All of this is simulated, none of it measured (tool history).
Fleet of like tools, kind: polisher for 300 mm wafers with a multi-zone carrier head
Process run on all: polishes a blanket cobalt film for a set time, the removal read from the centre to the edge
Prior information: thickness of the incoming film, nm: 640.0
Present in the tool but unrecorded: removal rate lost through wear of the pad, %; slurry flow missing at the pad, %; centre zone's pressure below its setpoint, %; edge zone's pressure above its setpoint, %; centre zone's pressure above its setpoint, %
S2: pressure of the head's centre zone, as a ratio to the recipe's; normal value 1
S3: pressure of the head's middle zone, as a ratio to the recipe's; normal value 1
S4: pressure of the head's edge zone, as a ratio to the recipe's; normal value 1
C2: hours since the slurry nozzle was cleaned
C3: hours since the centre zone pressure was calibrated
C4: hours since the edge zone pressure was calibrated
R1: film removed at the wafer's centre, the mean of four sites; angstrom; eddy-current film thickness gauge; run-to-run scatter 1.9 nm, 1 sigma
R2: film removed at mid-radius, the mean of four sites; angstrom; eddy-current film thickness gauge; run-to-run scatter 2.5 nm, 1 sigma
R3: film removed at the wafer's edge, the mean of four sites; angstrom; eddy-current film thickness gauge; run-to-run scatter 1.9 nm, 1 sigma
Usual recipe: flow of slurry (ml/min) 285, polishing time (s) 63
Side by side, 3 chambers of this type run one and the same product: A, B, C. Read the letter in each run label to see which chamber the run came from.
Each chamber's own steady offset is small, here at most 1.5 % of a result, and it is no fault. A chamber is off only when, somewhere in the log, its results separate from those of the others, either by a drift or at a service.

{"run": "1A", "day": 0.275, "flow of slurry (ml/min)": 285, "S2": 1, "S3": 1, "S4": 1, "polishing time (s)": 63, "wafers polished on this pad": 617, "C2": 66.6, "C3": 522.1, "C4": 575.5, "R1": 1810.2, "R2": 1735.1, "R3": 1815}
{"run": "2B", "day": 0.55, "flow of slurry (ml/min)": 285, "S2": 1, "S3": 1, "S4": 1, "polishing time (s)": 63, "wafers polished on this pad": 266, "C2": 348.1, "C3": 559.1, "C4": 1347.5, "R1": 1771.5, "R2": 1794.5, "R3": 1777.5}
{"run": "3C", "day": 0.742, "flow of slurry (ml/min)": 285, "S2": 1, "S3": 1, "S4": 1, "polishing time (s)": 63, "wafers polished on this pad": 220, "C2": 200, "C3": 706.3, "C4": 574.6, "R1": 1802.4, "R2": 1786.4, "R3": 1801.2}
{"run": "4B", "day": 0.871, "flow of slurry (ml/min)": 285, "S2": 1, "S3": 1, "S4": 1, "polishing time (s)": 63, "wafers polished on this pad": 315, "C2": 355.8, "C3": 566.8, "C4": 1355.2, "R1": 1821.5, "R2": 1808.8, "R3": 1801.9}
{"day": 1.021, "done": "chamber B: edge zone pressure recalibrated"}
{"run": "5A", "day": 1.083, "flow of slurry (ml/min)": 285, "S2": 1, "S3": 1, "S4": 1, "polishing time (s)": 63, "wafers polished on this pad": 740, "C2": 86, "C3": 541.5, "C4": 594.9, "R1": 1788.8, "R2": 1780.3, "R3": 1835.9}
{"run": "6C", "day": 1.233, "flow of slurry (ml/min)": 285, "S2": 1, "S3": 1, "S4": 1, "polishing time (s)": 63, "wafers polished on this pad": 295, "C2": 211.8, "C3": 718.1, "C4": 586.4, "R1": 1829.5, "R2": 1819.8, "R3": 1798.3}
{"run": "7A", "day": 1.496, "flow of slurry (ml/min)": 285, "S2": 1, "S3": 1, "S4": 1, "polishing time (s)": 63, "wafers polished on this pad": 803, "C2": 95.9, "C3": 551.4, "C4": 604.8, "R1": 1826, "R2": 1782.2, "R3": 1819.7}
{"run": "8B", "day": 1.65, "flow of slurry (ml/min)": 285, "S2": 1, "S3": 1, "S4": 1, "polishing time (s)": 63, "wafers polished on this pad": 434, "C2": 374.5, "C3": 585.5, "C4": 15.1, "R1": 1792.5, "R2": 1817.7, "R3": 1766.8}
{"day": 1.775, "done": "chamber A: worn pad replaced by a new one"}
{"run": "9C", "day": 1.808, "flow of slurry (ml/min)": 285, "S2": 1, "S3": 1, "S4": 1, "polishing time (s)": 63, "wafers polished on this pad": 383, "C2": 225.6, "C3": 731.9, "C4": 600.2, "R1": 1842.7, "R2": 1823.8, "R3": 1815.8}
{"run": "10B", "day": 2.008, "flow of slurry (ml/min)": 285, "S2": 1, "S3": 1, "S4": 1, "polishing time (s)": 63, "wafers polished on this pad": 489, "C2": 383.1, "C3": 594.1, "C4": 23.7, "R1": 1803.6, "R2": 1823.1, "R3": 1785.4}
{"run": "11A", "day": 2.225, "flow of slurry (ml/min)": 285, "S2": 1, "S3": 1, "S4": 1, "polishing time (s)": 43, "wafers polished on this pad": 69, "C2": 113.4, "C3": 568.9, "C4": 622.3, "R1": 1220.9, "R2": 1206.9, "R3": 1247.3}
{"run": "12C", "day": 2.371, "flow of slurry (ml/min)": 285, "S2": 1, "S3": 1, "S4": 1, "polishing time (s)": 43, "wafers polished on this pad": 469, "C2": 239.1, "C3": 745.4, "C4": 613.7, "R1": 1226.8, "R2": 1220.9, "R3": 1216.8}
{"run": "13A", "day": 2.521, "flow of slurry (ml/min)": 285, "S2": 1, "S3": 1, "S4": 1, "polishing time (s)": 43, "wafers polished on this pad": 114, "C2": 120.5, "C3": 576, "C4": 629.4, "R1": 1246.9, "R2": 1175.4, "R3": 1229.3}
{"run": "14C", "day": 2.7, "flow of slurry (ml/min)": 285, "S2": 1, "S3": 1, "S4": 1, "polishing time (s)": 63, "wafers polished on this pad": 519, "C2": 247, "C3": 753.3, "C4": 621.6, "R1": 1810.6, "R2": 1819.6, "R3": 1793.8}
{"run": "15B", "day": 2.967, "flow of slurry (ml/min)": 285, "S2": 1, "S3": 1, "S4": 1, "polishing time (s)": 63, "wafers polished on this pad": 635, "C2": 406.1, "C3": 617.1, "C4": 46.7, "R1": 1797.8, "R2": 1821.8, "R3": 1784.6}
{"run": "16C", "day": 3.096, "flow of slurry (ml/min)": 285, "S2": 1, "S3": 1, "S4": 1, "polishing time (s)": 63, "wafers polished on this pad": 579, "C2": 256.5, "C3": 762.8, "C4": 631.1, "R1": 1817.7, "R2": 1870.9, "R3": 1804.4}
{"run": "17A", "day": 3.358, "flow of slurry (ml/min)": 285, "S2": 1, "S3": 1.09, "S4": 1, "polishing time (s)": 63, "wafers polished on this pad": 241, "C2": 140.6, "C3": 596.1, "C4": 649.5, "R1": 1751.4, "R2": 1947.8, "R3": 1860.6}
{"run": "18B", "day": 3.562, "flow of slurry (ml/min)": 285, "S2": 1, "S3": 1.09, "S4": 1, "polishing time (s)": 63, "wafers polished on this pad": 726, "C2": 420.4, "C3": 631.4, "C4": 61, "R1": 1770.1, "R2": 1926.9, "R3": 1770.3}
{"run": "19B", "day": 3.85, "flow of slurry (ml/min)": 285, "S2": 1, "S3": 1.09, "S4": 1, "polishing time (s)": 63, "wafers polished on this pad": 769, "C2": 427.3, "C3": 638.3, "C4": 67.9, "R1": 1786.3, "R2": 1967.1, "R3": 1805.9}
{"run": "20A", "day": 4.012, "flow of slurry (ml/min)": 285, "S2": 1, "S3": 1, "S4": 1, "polishing time (s)": 63, "wafers polished on this pad": 341, "C2": 156.3, "C3": 611.8, "C4": 665.2, "R1": 1739.9, "R2": 1769.5, "R3": 1822}
{"day": 4.146, "done": "chamber B: worn pad replaced by a new one"}
{"run": "21C", "day": 4.2, "flow of slurry (ml/min)": 285, "S2": 1, "S3": 1, "S4": 1, "polishing time (s)": 63, "wafers polished on this pad": 747, "C2": 283, "C3": 789.3, "C4": 657.6, "R1": 1782, "R2": 1783, "R3": 1782.9}
{"run": "22B", "day": 4.388, "flow of slurry (ml/min)": 285, "S2": 1, "S3": 1, "S4": 1, "polishing time (s)": 73, "wafers polished on this pad": 37, "C2": 440.2, "C3": 651.2, "C4": 80.8, "R1": 2081.2, "R2": 2043, "R3": 2043.8}
{"run": "23A", "day": 4.588, "flow of slurry (ml/min)": 285, "S2": 1, "S3": 1, "S4": 1, "polishing time (s)": 73, "wafers polished on this pad": 429, "C2": 170.1, "C3": 625.6, "C4": 679, "R1": 2010.5, "R2": 2054.2, "R3": 2117.9}
{"day": 4.633, "done": "chamber C: worn pad replaced by a new one"}
{"run": "24C", "day": 4.85, "flow of slurry (ml/min)": 285, "S2": 1, "S3": 1, "S4": 1, "polishing time (s)": 73, "wafers polished on this pad": 33, "C2": 298.6, "C3": 804.9, "C4": 673.2, "R1": 2116.5, "R2": 2082.8, "R3": 2053.9}
{"run": "25B", "day": 5.054, "flow of slurry (ml/min)": 285, "S2": 1, "S3": 1, "S4": 1, "polishing time (s)": 63, "wafers polished on this pad": 138, "C2": 456.2, "C3": 667.2, "C4": 96.8, "R1": 1798.9, "R2": 1799.1, "R3": 1796.3}
{"run": "26C", "day": 5.246, "flow of slurry (ml/min)": 285, "S2": 1, "S3": 1, "S4": 1, "polishing time (s)": 63, "wafers polished on this pad": 93, "C2": 308.1, "C3": 814.4, "C4": 682.7, "R1": 1819.4, "R2": 1808.2, "R3": 1799.3}
{"run": "27A", "day": 5.5, "flow of slurry (ml/min)": 285, "S2": 1, "S3": 1, "S4": 1, "polishing time (s)": 63, "wafers polished on this pad": 568, "C2": 192, "C3": 647.5, "C4": 700.9, "R1": 1691.7, "R2": 1777.4, "R3": 1807.2}
{"run": "28B", "day": 5.671, "flow of slurry (ml/min)": 285, "S2": 1, "S3": 1, "S4": 1, "polishing time (s)": 63, "wafers polished on this pad": 232, "C2": 471, "C3": 682, "C4": 111.6, "R1": 1771.1, "R2": 1845.8, "R3": 1767.3}

The same settings go to every chamber for the next run, one line per chamber below. Forecast the results for each:
{"run": "29A", "day": 5.879, "flow of slurry (ml/min)": 285, "S2": 1, "S3": 1, "S4": 0.89, "polishing time (s)": 63, "R1": "?", "R2": "?", "R3": "?"}
{"run": "29B", "day": 5.879, "flow of slurry (ml/min)": 285, "S2": 1, "S3": 1, "S4": 0.89, "polishing time (s)": 63, "R1": "?", "R2": "?", "R3": "?"}
{"run": "29C", "day": 5.879, "flow of slurry (ml/min)": 285, "S2": 1, "S3": 1, "S4": 0.89, "polishing time (s)": 63, "R1": "?", "R2": "?", "R3": "?"}

run=29A R1=1723.3 R2=1815.3 R3=1698.8
run=29B R1=1806.9 R2=1819.8 R3=1674.1
run=29C R1=1783.6 R2=1815.6 R3=1693.9
